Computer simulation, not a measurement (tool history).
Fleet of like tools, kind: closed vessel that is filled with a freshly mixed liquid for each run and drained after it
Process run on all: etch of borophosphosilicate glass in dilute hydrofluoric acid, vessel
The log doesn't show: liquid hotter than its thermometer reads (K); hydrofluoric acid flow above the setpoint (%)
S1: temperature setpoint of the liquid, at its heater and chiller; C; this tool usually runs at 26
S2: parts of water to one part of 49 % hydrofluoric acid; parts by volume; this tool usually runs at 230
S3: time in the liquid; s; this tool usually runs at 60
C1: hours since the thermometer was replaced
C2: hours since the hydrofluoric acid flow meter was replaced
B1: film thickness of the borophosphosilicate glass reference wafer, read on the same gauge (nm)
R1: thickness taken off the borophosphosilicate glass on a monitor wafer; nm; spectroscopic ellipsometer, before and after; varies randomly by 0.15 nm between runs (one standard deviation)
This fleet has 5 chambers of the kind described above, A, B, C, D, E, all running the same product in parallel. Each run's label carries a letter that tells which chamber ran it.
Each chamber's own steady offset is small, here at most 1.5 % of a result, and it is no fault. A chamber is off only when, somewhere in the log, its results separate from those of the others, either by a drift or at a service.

| run | hour | S1 | S2 | S3 | C1 | C2 | B1 | R1 |
|---|---|---|---|---|---|---|---|---|
| 1D | 7.9 | 26 | 230 | 60 | 85.2 | 1262.9 | 90.013 | 15.193 |
| 2B | 14.4 | 26 | 230 | 60 | 2173.9 | 509.3 | 90.026 | 15.048 |
| 3E | 19.7 | 26 | 230 | 60 | 564.2 | 1747.6 | 89.971 | 15.24 |
| 4A | 27 | 26 | 230 | 60 | 266.9 | 273.1 | 90 | 14.863 |
| 5C | 31.2 | 26 | 230 | 60 | 2391.6 | 1480 | 90.061 | 15.136 |
|  | 35.3 | chamber C: thermometer replaced |
| 6C | 37.3 | 26 | 230 | 60 | 2 | 1486.1 | 89.971 | 15.01 |
| 7B | 45.1 | 26 | 230 | 60 | 2204.6 | 540 | 89.997 | 15.107 |
| 8E | 52.4 | 26 | 230 | 60 | 596.9 | 1780.3 | 89.99 | 15.142 |
| 9A | 56.3 | 30.5 | 290 | 60 | 296.2 | 302.4 | 90.038 | 13.168 |
| 10D | 60.3 | 30.5 | 290 | 60 | 137.6 | 1315.3 | 89.998 | 13.266 |
|  | 61 | chamber E: hydrofluoric acid flow meter replaced |
| 11C | 67.1 | 30.5 | 290 | 60 | 31.8 | 1515.9 | 89.956 | 12.767 |
| 12E | 73.5 | 30.5 | 290 | 60 | 618 | 12.6 | 90.003 | 12.721 |
| 13B | 77.9 | 30.5 | 290 | 60 | 2237.4 | 572.8 | 90.018 | 12.943 |
| 14D | 85 | 26 | 230 | 60 | 162.3 | 1340 | 89.958 | 15.121 |
| 15A | 91.1 | 26 | 230 | 60 | 331 | 337.2 | 89.958 | 15.203 |
|  | 93.9 | chamber B: hydrofluoric acid flow meter replaced |
| 16B | 98.6 | 26 | 230 | 60 | 2258.1 | 4.8 | 89.966 | 15.053 |
| 17E | 104.8 | 26 | 230 | 60 | 649.3 | 43.9 | 90.035 | 15.205 |
| 18D | 109.5 | 26 | 230 | 60 | 186.8 | 1364.5 | 90.016 | 15.379 |
| 19A | 113.1 | 26 | 170 | 35 | 353 | 359.2 | 90.002 | 13.22 |
| 20C | 120.6 | 26 | 170 | 35 | 85.3 | 1569.4 | 89.959 | 12.655 |
| 21D | 124.9 | 26 | 170 | 35 | 202.2 | 1379.9 | 90.013 | 12.723 |
| 22C | 130.3 | 26 | 170 | 35 | 95 | 1579.1 | 90.028 | 12.751 |
| 23E | 134.4 | 26 | 170 | 35 | 678.9 | 73.5 | 90.001 | 12.784 |
| 24A | 140.3 | 26 | 185 | 60 | 380.2 | 386.4 | 89.985 | 20.636 |
|  | 141.1 | chamber B: thermometer replaced |
| 25B | 146.1 | 26 | 185 | 60 | 5.1 | 52.3 | 90.008 | 19.636 |
| 26A | 152.7 | 26 | 185 | 60 | 392.6 | 398.8 | 90.047 | 21.274 |
| 27C | 160.6 | 26 | 185 | 60 | 125.3 | 1609.4 | 90.01 | 19.397 |
| 28E | 165.2 | 26 | 185 | 60 | 709.7 | 104.3 | 89.988 | 20.077 |
| 29D | 173.2 | 26 | 230 | 60 | 250.5 | 1428.2 | 89.996 | 15.36 |
| 30B | 178.1 | 26 | 230 | 60 | 37.1 | 84.3 | 90.007 | 14.883 |
| 31B | 183.9 | 26 | 230 | 60 | 42.9 | 90.1 | 89.962 | 14.692 |
| 32A | 188.6 | 26 | 230 | 60 | 428.5 | 434.7 | 90.049 | 16.763 |
| 33E | 194.6 | 26 | 230 | 60 | 739.1 | 133.7 | 90.043 | 15.252 |
| 34C | 201 | 26 | 230 | 60 | 165.7 | 1649.8 | 90.011 | 14.608 |
| 35D | 204.8 | 26 | 230 | 60 | 282.1 | 1459.8 | 90.041 | 14.95 |
| 36A | 209.3 | 26 | 230 | 60 | 449.2 | 455.4 | 90.065 | 16.951 |
| 37D | 216 | 26 | 230 | 60 | 293.3 | 1471 | 90.071 | 15.069 |
| 38E | 223.7 | 26 | 230 | 60 | 768.2 | 162.8 | 89.997 | 15.011 |
| 39C | 228.9 | 26 | 230 | 60 | 193.6 | 1677.7 | 89.989 | 14.831 |
| 40B | 234.1 | 26 | 170 | 40 | 93.1 | 140.3 | 90.007 | 14.425 |

All chambers now run identical settings, listed one chamber a line with results as question marks. What results will each chamber show?
| 41A | 239.8 | 26 | 230 | 60 |  |  |  | ? |
| 41B | 239.8 | 26 | 230 | 60 |  |  |  | ? |
| 41C | 239.8 | 26 | 230 | 60 |  |  |  | ? |
| 41D | 239.8 | 26 | 230 | 60 |  |  |  | ? |
| 41E | 239.8 | 26 | 230 | 60 |  |  |  | ? |

| run | R1 |
|---|---|
| 41A | 17.613 |
| 41B | 14.989 |
| 41C | 14.947 |
| 41D | 15.374 |
| 41E | 14.99 |
